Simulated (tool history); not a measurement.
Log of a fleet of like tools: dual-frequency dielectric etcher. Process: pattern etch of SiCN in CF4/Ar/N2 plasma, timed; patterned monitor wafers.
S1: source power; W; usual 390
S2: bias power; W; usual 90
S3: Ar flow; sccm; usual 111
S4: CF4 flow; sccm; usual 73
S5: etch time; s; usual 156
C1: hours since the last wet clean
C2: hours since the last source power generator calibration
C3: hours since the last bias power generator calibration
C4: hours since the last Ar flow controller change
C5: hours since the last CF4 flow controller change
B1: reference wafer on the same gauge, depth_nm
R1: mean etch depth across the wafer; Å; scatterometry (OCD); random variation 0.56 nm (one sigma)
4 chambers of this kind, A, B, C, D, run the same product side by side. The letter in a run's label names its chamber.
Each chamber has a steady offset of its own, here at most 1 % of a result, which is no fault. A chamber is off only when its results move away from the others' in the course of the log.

{"hour": 10.0, "done": "chamber B: CF4 flow controller replaced"}
{"run": "1C", "hour": 11.0, "S1": 390, "S2": 90, "S3": 111, "S4": 73, "S5": 156, "C1": 222.8, "C2": 2067.7, "C3": 2038.4, "C4": 419.5, "C5": 3110.0, "B1": 122.03, "R1": 1276.1}
{"run": "2D", "hour": 20.7, "S1": 390, "S2": 90, "S3": 111, "S4": 73, "S5": 156, "C1": 221.6, "C2": 4281.4, "C3": 2488.8, "C4": 850.6, "C5": 2524.5, "B1": 121.97, "R1": 1266.5}
{"run": "3B", "hour": 25.9, "S1": 390, "S2": 90, "S3": 111, "S4": 73, "S5": 156, "C1": 220.4, "C2": 1836.0, "C3": 2109.5, "C4": 1045.8, "C5": 15.9, "B1": 122.09, "R1": 1272.4}
{"run": "4A", "hour": 32.3, "S1": 390, "S2": 90, "S3": 111, "S4": 73, "S5": 156, "C1": 139.9, "C2": 3697.2, "C3": 177.4, "C4": 790.9, "C5": 4770.8, "B1": 122.06, "R1": 1252.4}
{"run": "5B", "hour": 39.3, "S1": 390, "S2": 90, "S3": 111, "S4": 73, "S5": 156, "C1": 233.8, "C2": 1849.4, "C3": 2122.9, "C4": 1059.2, "C5": 29.3, "B1": 121.98, "R1": 1281.4}
{"hour": 42.1, "done": "chamber C: bias power generator calibrated"}
{"run": "6C", "hour": 46.9, "S1": 390, "S2": 90, "S3": 111, "S4": 73, "S5": 156, "C1": 258.7, "C2": 2103.6, "C3": 4.8, "C4": 455.4, "C5": 3145.9, "B1": 121.93, "R1": 1282.1}
{"run": "7D", "hour": 54.9, "S1": 390, "S2": 78, "S3": 111, "S4": 73, "S5": 141, "C1": 255.8, "C2": 4315.6, "C3": 2523.0, "C4": 884.8, "C5": 2558.7, "B1": 122.17, "R1": 1098.8}
{"run": "8A", "hour": 61.9, "S1": 390, "S2": 78, "S3": 111, "S4": 73, "S5": 141, "C1": 169.5, "C2": 3726.8, "C3": 207.0, "C4": 820.5, "C5": 4800.4, "B1": 122.0, "R1": 1092.9}
{"run": "9A", "hour": 68.1, "S1": 390, "S2": 78, "S3": 111, "S4": 73, "S5": 141, "C1": 175.7, "C2": 3733.0, "C3": 213.2, "C4": 826.7, "C5": 4806.6, "B1": 121.9, "R1": 1083.7}
{"run": "10B", "hour": 75.2, "S1": 390, "S2": 78, "S3": 111, "S4": 73, "S5": 141, "C1": 269.7, "C2": 1885.3, "C3": 2158.8, "C4": 1095.1, "C5": 65.2, "B1": 121.97, "R1": 1084.9}
{"run": "11C", "hour": 85.5, "S1": 390, "S2": 90, "S3": 111, "S4": 73, "S5": 156, "C1": 297.3, "C2": 2142.2, "C3": 43.4, "C4": 494.0, "C5": 3184.5, "B1": 121.96, "R1": 1286.1}
{"run": "12D", "hour": 91.5, "S1": 390, "S2": 90, "S3": 111, "S4": 73, "S5": 156, "C1": 292.4, "C2": 4352.2, "C3": 2559.6, "C4": 921.4, "C5": 2595.3, "B1": 121.85, "R1": 1273.4}
{"hour": 96.2, "done": "chamber C: CF4 flow controller replaced"}
{"run": "13B", "hour": 99.6, "S1": 310, "S2": 90, "S3": 111, "S4": 73, "S5": 156, "C1": 294.1, "C2": 1909.7, "C3": 2183.2, "C4": 1119.5, "C5": 89.6, "B1": 121.92, "R1": 1029.5}
{"run": "14C", "hour": 108.0, "S1": 310, "S2": 90, "S3": 111, "S4": 73, "S5": 156, "C1": 319.8, "C2": 2164.7, "C3": 65.9, "C4": 516.5, "C5": 11.8, "B1": 121.93, "R1": 1041.0}
{"run": "15A", "hour": 118.1, "S1": 310, "S2": 90, "S3": 111, "S4": 73, "S5": 156, "C1": 225.7, "C2": 3783.0, "C3": 263.2, "C4": 876.7, "C5": 4856.6, "B1": 122.14, "R1": 1033.1}
{"run": "16D", "hour": 126.0, "S1": 310, "S2": 90, "S3": 111, "S4": 73, "S5": 156, "C1": 326.9, "C2": 4386.7, "C3": 2594.1, "C4": 955.9, "C5": 2629.8, "B1": 122.15, "R1": 1038.2}
{"run": "17D", "hour": 135.2, "S1": 390, "S2": 90, "S3": 111, "S4": 73, "S5": 156, "C1": 336.1, "C2": 4395.9, "C3": 2603.3, "C4": 965.1, "C5": 2639.0, "B1": 122.02, "R1": 1285.0}
{"run": "18A", "hour": 142.7, "S1": 390, "S2": 90, "S3": 136, "S4": 73, "S5": 156, "C1": 250.3, "C2": 3807.6, "C3": 287.8, "C4": 901.3, "C5": 4881.2, "B1": 122.07, "R1": 1229.2}
{"run": "19C", "hour": 153.5, "S1": 390, "S2": 90, "S3": 136, "S4": 73, "S5": 156, "C1": 365.3, "C2": 2210.2, "C3": 111.4, "C4": 562.0, "C5": 57.3, "B1": 121.81, "R1": 1249.7}
{"run": "20B", "hour": 159.7, "S1": 390, "S2": 90, "S3": 136, "S4": 73, "S5": 156, "C1": 354.2, "C2": 1969.8, "C3": 2243.3, "C4": 1179.6, "C5": 149.7, "B1": 121.99, "R1": 1221.8}
{"run": "21D", "hour": 169.5, "S1": 390, "S2": 90, "S3": 136, "S4": 73, "S5": 156, "C1": 370.4, "C2": 4430.2, "C3": 2637.6, "C4": 999.4, "C5": 2673.3, "B1": 121.98, "R1": 1240.3}
{"hour": 176.3, "done": "chamber C: source power generator calibrated"}
{"run": "22C", "hour": 177.3, "S1": 390, "S2": 90, "S3": 111, "S4": 73, "S5": 156, "C1": 389.1, "C2": 1.1, "C3": 135.2, "C4": 585.8, "C5": 81.1, "B1": 121.98, "R1": 1280.5}
{"run": "23A", "hour": 184.5, "S1": 390, "S2": 90, "S3": 111, "S4": 73, "S5": 156, "C1": 292.1, "C2": 3849.4, "C3": 329.6, "C4": 943.1, "C5": 4923.0, "B1": 121.92, "R1": 1271.1}
{"run": "24B", "hour": 194.3, "S1": 390, "S2": 90, "S3": 111, "S4": 73, "S5": 156, "C1": 388.8, "C2": 2004.4, "C3": 2277.9, "C4": 1214.2, "C5": 184.3, "B1": 121.97, "R1": 1252.6}
{"run": "25C", "hour": 199.8, "S1": 390, "S2": 90, "S3": 111, "S4": 73, "S5": 156, "C1": 411.6, "C2": 23.6, "C3": 157.7, "C4": 608.3, "C5": 103.6, "B1": 122.06, "R1": 1290.6}
{"run": "26A", "hour": 206.8, "S1": 390, "S2": 90, "S3": 111, "S4": 73, "S5": 156, "C1": 314.4, "C2": 3871.7, "C3": 351.9, "C4": 965.4, "C5": 4945.3, "B1": 122.0, "R1": 1263.9}
{"run": "27D", "hour": 216.4, "S1": 390, "S2": 90, "S3": 111, "S4": 73, "S5": 156, "C1": 417.3, "C2": 4477.1, "C3": 2684.5, "C4": 1046.3, "C5": 2720.2, "B1": 121.95, "R1": 1265.1}
{"run": "28B", "hour": 222.7, "S1": 390, "S2": 90, "S3": 111, "S4": 73, "S5": 156, "C1": 417.2, "C2": 2032.8, "C3": 2306.3, "C4": 1242.6, "C5": 212.7, "B1": 121.99, "R1": 1243.7}
{"run": "29A", "hour": 229.6, "S1": 390, "S2": 90, "S3": 111, "S4": 73, "S5": 156, "C1": 337.2, "C2": 3894.5, "C3": 374.7, "C4": 988.2, "C5": 4968.1, "B1": 122.16, "R1": 1267.8}

What goes on in this fleet: one chamber off, a drifting gauge, or nothing beyond the chambers' own small offsets? Name the chamber and the cause, if any.

Chamber B drifts away from the others.
Cause: etch rate under this chamber's usual, % = 2.51.
The log may not tell that from: source power that arrives under what is set, %.

Here are 4 candidates for chamber B's next run, each the usual settings with a change, their results left as question marks. Which one brings its results back in line with what the others give on the usual settings?
In line means no further than this from the other chambers' mean on the usual settings: R1 20.0 Å
{"run": "30B-1", "hour": 237.8, "S1": 410, "S2": 90, "S3": 110, "S4": 74, "S5": 156, "R1": "?"}
{"run": "30B-2", "hour": 237.8, "S1": 400, "S2": 91, "S3": 111, "S4": 73, "S5": 156, "R1": "?"}
{"run": "30B-3", "hour": 237.8, "S1": 390, "S2": 90, "S3": 111, "S4": 73, "S5": 153, "R1": "?"}
{"run": "30B-4", "hour": 237.8, "S1": 370, "S2": 90, "S3": 111, "S4": 72, "S5": 156, "R1": "?"}

The other chambers' mean on the usual settings: R1 1272.4 Å
run=30B-1 R1=1298.2
run=30B-2 R1=1271.4
run=30B-3 R1=1214.4
run=30B-4 R1=1179.7
30B-2 brings the chamber back in line.

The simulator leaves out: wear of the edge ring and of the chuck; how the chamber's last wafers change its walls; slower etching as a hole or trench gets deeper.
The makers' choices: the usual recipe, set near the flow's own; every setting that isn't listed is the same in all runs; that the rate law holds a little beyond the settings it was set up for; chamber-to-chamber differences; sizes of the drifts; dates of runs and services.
